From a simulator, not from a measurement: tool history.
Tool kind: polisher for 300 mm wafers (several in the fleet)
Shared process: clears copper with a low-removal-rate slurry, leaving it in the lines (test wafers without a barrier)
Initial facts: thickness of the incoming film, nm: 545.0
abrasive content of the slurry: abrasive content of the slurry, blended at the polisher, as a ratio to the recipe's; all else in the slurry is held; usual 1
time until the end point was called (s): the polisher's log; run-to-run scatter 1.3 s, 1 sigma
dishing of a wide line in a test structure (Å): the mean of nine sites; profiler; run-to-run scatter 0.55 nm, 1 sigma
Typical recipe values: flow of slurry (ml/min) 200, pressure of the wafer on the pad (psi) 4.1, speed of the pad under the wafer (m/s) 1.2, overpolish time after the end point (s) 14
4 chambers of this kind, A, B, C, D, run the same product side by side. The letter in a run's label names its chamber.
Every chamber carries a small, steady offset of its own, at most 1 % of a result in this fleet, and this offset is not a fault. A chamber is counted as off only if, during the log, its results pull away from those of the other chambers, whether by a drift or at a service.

run   hour  flow of slurry (ml/min)  pressure of the wafer on the pad (psi)  speed of the pad under the wafer (m/s)  abrasive content of the slurry  overpolish time after the end point (s)  time until the end point was called (s)  dishing of a wide line in a test structure (Å)
       5.7  -- chamber A: slurry blender recalibrated
 1C   10.9                      200                                     4.1                                     1.2                               1                                       14                                    90.28                                          541.68
 2A   22.4                      200                                     4.1                                     1.2                               1                                       14                                   92.255                                          539.13
      33.5  -- chamber A: worn pad replaced by a new one
 3B   36.9                      200                                     4.1                                     1.2                               1                                       14                                   93.996                                          531.99
 4D   49.7                      200                                     4.1                                     1.2                               1                                       14                                   91.009                                          516.08
 5A   62.4                      200                                     4.1                                     1.2                               1                                       14                                   92.153                                          544.48
 6B   73.7                      200                                     4.1                                     1.2                               1                                       14                                   92.004                                          541.19
        75  -- chamber D: worn pad replaced by a new one
 7C   81.6                      200                                     4.1                                     1.2                               1                                       14                                   90.177                                          544.19
 8D   96.7                      200                                     4.1                                     1.2                               1                                       14                                   92.521                                          534.19
 9D  104.5                      200                                     4.1                                     1.2                             0.7                                       12                                   98.223                                          427.38
     108.1  -- chamber C: worn pad replaced by a new one
10C  112.4                      200                                     4.1                                     1.2                             0.7                                       12                                   98.721                                          437.85
11A  119.1                      200                                     4.1                                     1.2                             0.7                                       12                                   100.13                                          447.39
12B  128.9                      200                                     4.1                                     1.2                             0.7                                       12                                   98.882                                          444.61
     131.2  -- chamber C: slurry blender recalibrated
13B  138.9                      200                                     4.1                                     1.2                               1                                       14                                   90.861                                          539.37
     148.9  -- chamber D: slurry blender recalibrated
     152.5  -- chamber A: worn pad replaced by a new one
14A  153.1                      200                                     4.1                                    1.46                               1                                       14                                   77.091                                          626.26
     153.8  -- chamber B: slurry blender recalibrated
     159.3  -- chamber A: slurry blender recalibrated
15D  164.1                      200                                     4.1                                    1.46                               1                                       14                                    75.78                                          613.27
     167.9  -- chamber B: worn pad replaced by a new one
16C  170.9                      200                                     4.1                                    1.46                               1                                       14                                   77.163                                          617.86
     177.4  -- chamber A: head pressure recalibrated
17B  184.8                      200                                     4.1                                    1.46                               1                                       14                                   74.853                                          616.67
18C  192.7                      200                                     4.1                                     1.2                               1                                       14                                   92.688                                           541.9
19A  203.7                      200                                     4.1                                     1.2                               1                                       14                                   83.091                                          580.69
     217.4  -- chamber D: worn pad replaced by a new one
20D  217.7                      200                                     4.1                                     1.2                               1                                       14                                   92.973                                          526.47
21C  232.8                      200                                     4.1                                     1.2                               1                                       14                                   92.754                                          539.76
22B  239.5                      200                                     4.1                                     1.2                               1                                       14                                   91.523                                          533.53
     246.5  -- chamber C: worn pad replaced by a new one
23D  246.9                      200                                     4.1                                     1.2                               1                                       14                                   93.019                                          529.95
     249.2  -- chamber A: slurry nozzle cleaned
24A  254.3                      200                                     4.1                                     1.2                               1                                       14                                   83.316                                          584.28
25B  266.4                      200                                     4.1                                     1.2                               1                                       14                                   93.038                                          535.95
26D  275.7                      200                                     4.1                                     1.2                               1                                       14                                   93.062                                          529.97
     280.2  -- chamber A: slurry blender recalibrated
     280.3  -- chamber A: worn pad replaced by a new one
27A  283.2                      200                                     4.1                                     1.2                               1                                       14                                   84.808                                          599.91
28C  290.4                      200                                     4.1                                     1.2                               1                                       14                                   92.885                                          539.71
29D  297.5                      200                                     4.1                                     1.2                             1.2                                       14                                   87.563                                          553.29
30C  308.4                      200                                     4.1                                     1.2                             1.2                                       14                                    89.49                                          549.09
     308.7  -- chamber C: slurry blender recalibrated
31A  322.9                      200                                     4.1                                     1.2                             1.2                                       14                                   80.709                                          615.01
32B  333.1                      200                                     4.1                                     1.2                             1.2                                       14                                    90.27                                          545.36
     341.3  -- chamber B: slurry blender recalibrated
33B  347.3                      200                                     4.1                                    1.58                               1                                       14                                   70.351                                          660.22
     351.6  -- chamber D: worn pad replaced by a new one
34A  354.7                      200                                     4.1                                    1.58                               1                                       14                                   62.539                                          738.33
     362.4  -- chamber B: worn pad replaced by a new one
35D  365.3                      200                                     4.1                                    1.58                               1                                       14                                   69.858                                          658.12
36C  371.9                      200                                     4.1                                    1.58                               1                                       14                                   69.053                                          659.91
       378  -- chamber D: slurry nozzle cleaned
37B  378.9                      200                                     4.1                                     1.2                               1                                       14                                   91.024                                          544.54
38D  388.2                      200                                     4.1                                     1.2                               1                                       14                                   91.896                                           531.8
     392.8  -- chamber C: slurry nozzle cleaned
39C  398.2                      200                                     4.1                                     1.2                               1                                       14                                   90.207                                          540.55
40A  410.1                      200                                     4.1                                     1.2                               1                                       14                                   82.558                                          596.25
41B  417.3                      200                                     4.1                                     1.2                               1                                       14                                   92.892                                          528.79

One chamber off, gauge drift, or nothing amiss beyond the chambers' own small offsets? If it is a chamber, which one, and what is the likeliest cause?

A service on chamber A put it out of line with the rest.
What lies behind it: head's pressure above its setpoint, % = 11.4.

Chamber A could run next with any of the 4 candidate recipes listed below; each alters the usual settings, and their results appear as question marks. Which one brings its results back in line with what the other chambers deliver on the usual settings?
Maximum distance from the other chambers' mean on the usual settings for a result to count as in line: time until the end point was called (s) 4.5; dishing of a wide line in a test structure (Å) 19
42A-1  428.1                      205                                     4.5                                    1.32                               1                                       14                                        ?                                               ?
42A-2  428.1                      200                                     3.7                                     1.1                               1                                       14                                        ?                                               ?
42A-3  428.1                      200                                     3.9                                    1.14                               1                                       14                                        ?                                               ?
42A-4  428.1                      200                                     4.3                                    1.26                               1                                       14                                        ?                                               ?

Other chambers, usual settings, mean: time until the end point was called (s) 91.643; dishing of a wide line in a test structure (Å) 535.89
  run  time until the end point was called (s)  dishing of a wide line in a test structure (Å)
42A-1                                   68.726                                          683.75
42A-2                                    100.8                                          499.15
42A-3                                   92.222                                          538.27
42A-4                                   75.614                                          633.61
42A-3 brings the chamber back in line.
